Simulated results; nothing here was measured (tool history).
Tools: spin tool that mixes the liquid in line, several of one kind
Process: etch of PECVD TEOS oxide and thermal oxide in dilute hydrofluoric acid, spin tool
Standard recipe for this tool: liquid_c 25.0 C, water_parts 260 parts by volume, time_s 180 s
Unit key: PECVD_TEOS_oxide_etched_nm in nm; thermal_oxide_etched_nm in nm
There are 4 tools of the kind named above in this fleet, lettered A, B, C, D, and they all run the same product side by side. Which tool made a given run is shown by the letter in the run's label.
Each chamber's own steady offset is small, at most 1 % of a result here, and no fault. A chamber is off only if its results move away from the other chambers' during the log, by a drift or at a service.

| run | hour | liquid_c | water_parts | time_s | read-back film thickness of the PECVD TEOS oxide reference wafer, read on the same gauge (nm) | read-back film thickness of the thermal oxide reference wafer, read on the same gauge (nm) | PECVD_TEOS_oxide_etched_nm | thermal_oxide_etched_nm |
|---|---|---|---|---|---|---|---|---|
|  | 3.0 | chamber B: hydrofluoric acid flow meter replaced |
| 1B | 7.9 | 25.0 | 260 | 180 | 120.02 | 150.01 | 9.9553 | 2.8785 |
| 2D | 15.0 | 25.0 | 260 | 180 | 120.00 | 150.01 | 10.1450 | 2.8427 |
| 3A | 22.8 | 25.0 | 260 | 180 | 120.02 | 150.01 | 10.0000 | 2.8868 |
| 4C | 29.7 | 25.0 | 260 | 180 | 120.01 | 149.99 | 10.0100 | 2.8589 |
| 5A | 41.4 | 25.0 | 260 | 180 | 120.00 | 150.00 | 9.8167 | 2.8485 |
| 6C | 47.4 | 25.0 | 340 | 95 | 119.98 | 150.00 | 3.6742 | 1.0579 |
| 7D | 54.3 | 25.0 | 340 | 95 | 120.01 | 150.00 | 3.6757 | 1.0657 |
| 8B | 64.5 | 25.0 | 340 | 95 | 120.00 | 149.99 | 3.6990 | 1.0576 |
| 9C | 75.4 | 25.0 | 340 | 95 | 120.00 | 150.00 | 3.6817 | 1.0671 |
| 10B | 85.8 | 27.5 | 260 | 105 | 119.98 | 150.01 | 6.3475 | 1.7835 |
| 11D | 97.4 | 27.5 | 260 | 105 | 119.97 | 149.99 | 6.3322 | 1.8056 |
| 12A | 103.2 | 27.5 | 260 | 105 | 120.01 | 149.99 | 6.3631 | 1.8031 |
| 13A | 111.0 | 27.5 | 260 | 105 | 119.97 | 150.01 | 6.3116 | 1.7967 |
| 14B | 116.9 | 25.0 | 260 | 180 | 120.00 | 150.01 | 9.8938 | 2.8075 |
| 15C | 126.1 | 25.0 | 260 | 180 | 120.00 | 150.01 | 10.0320 | 2.8268 |
| 16D | 131.6 | 25.0 | 260 | 180 | 119.98 | 150.00 | 9.9129 | 2.8775 |
| 17C | 138.0 | 25.0 | 260 | 180 | 120.00 | 149.99 | 9.8542 | 2.9063 |
| 18D | 146.1 | 25.0 | 260 | 180 | 119.99 | 149.99 | 9.9149 | 2.8032 |
| 19B | 158.2 | 25.0 | 260 | 180 | 120.01 | 150.01 | 9.9019 | 2.8343 |
| 20A | 169.2 | 25.0 | 260 | 180 | 119.99 | 149.99 | 9.9631 | 2.7958 |
| 21C | 176.1 | 25.0 | 260 | 180 | 120.00 | 149.99 | 10.0700 | 2.7766 |
| 22A | 187.9 | 25.0 | 260 | 180 | 120.01 | 150.01 | 9.9594 | 2.8522 |
| 23B | 195.8 | 25.0 | 205 | 245 | 119.98 | 150.00 | 18.1450 | 5.2566 |
| 24D | 204.5 | 25.0 | 205 | 245 | 120.00 | 150.02 | 18.4140 | 5.1252 |
| 25C | 216.1 | 25.0 | 205 | 245 | 120.02 | 150.00 | 18.3170 | 5.2283 |
| 26D | 227.1 | 25.0 | 205 | 245 | 120.00 | 150.01 | 18.2560 | 5.1794 |
| 27B | 233.3 | 25.0 | 260 | 180 | 120.00 | 150.00 | 9.8458 | 2.8623 |
|  | 237.9 | chamber A: hydrofluoric acid flow meter replaced |
| 28A | 244.8 | 28.0 | 260 | 180 | 120.01 | 150.00 | 11.1130 | 3.1642 |
| 29A | 252.0 | 28.0 | 260 | 180 | 119.99 | 150.00 | 11.0940 | 3.2182 |
| 30B | 262.0 | 28.0 | 260 | 180 | 120.00 | 149.99 | 11.0510 | 3.1210 |
| 31C | 269.2 | 28.0 | 260 | 180 | 120.00 | 150.00 | 11.0320 | 3.2116 |
|  | 271.9 | chamber C: thermometer replaced |
| 32D | 278.9 | 25.0 | 260 | 180 | 120.00 | 150.00 | 10.0020 | 2.8178 |
| 33B | 290.7 | 25.0 | 260 | 180 | 119.98 | 150.01 | 9.9608 | 2.8707 |
| 34C | 296.8 | 25.0 | 260 | 180 | 119.99 | 149.99 | 9.9177 | 2.8849 |
| 35D | 303.2 | 25.0 | 260 | 180 | 119.98 | 149.98 | 10.1450 | 2.8721 |
| 36A | 311.4 | 25.0 | 260 | 180 | 120.02 | 150.00 | 9.9122 | 2.9201 |

Each of the 4 chambers runs these same settings next. Fill in every chamber's results:
| 37A | 320.3 | 29.0 | 260 | 180 |  |  | ? | ? |
| 37B | 320.3 | 29.0 | 260 | 180 |  |  | ? | ? |
| 37C | 320.3 | 29.0 | 260 | 180 |  |  | ? | ? |
| 37D | 320.3 | 29.0 | 260 | 180 |  |  | ? | ? |

| run | PECVD_TEOS_oxide_etched_nm | thermal_oxide_etched_nm |
|---|---|---|
| 37A | 11.5890 | 3.2592 |
| 37B | 11.4300 | 3.1783 |
| 37C | 11.3710 | 3.2885 |
| 37D | 11.3450 | 3.2742 |
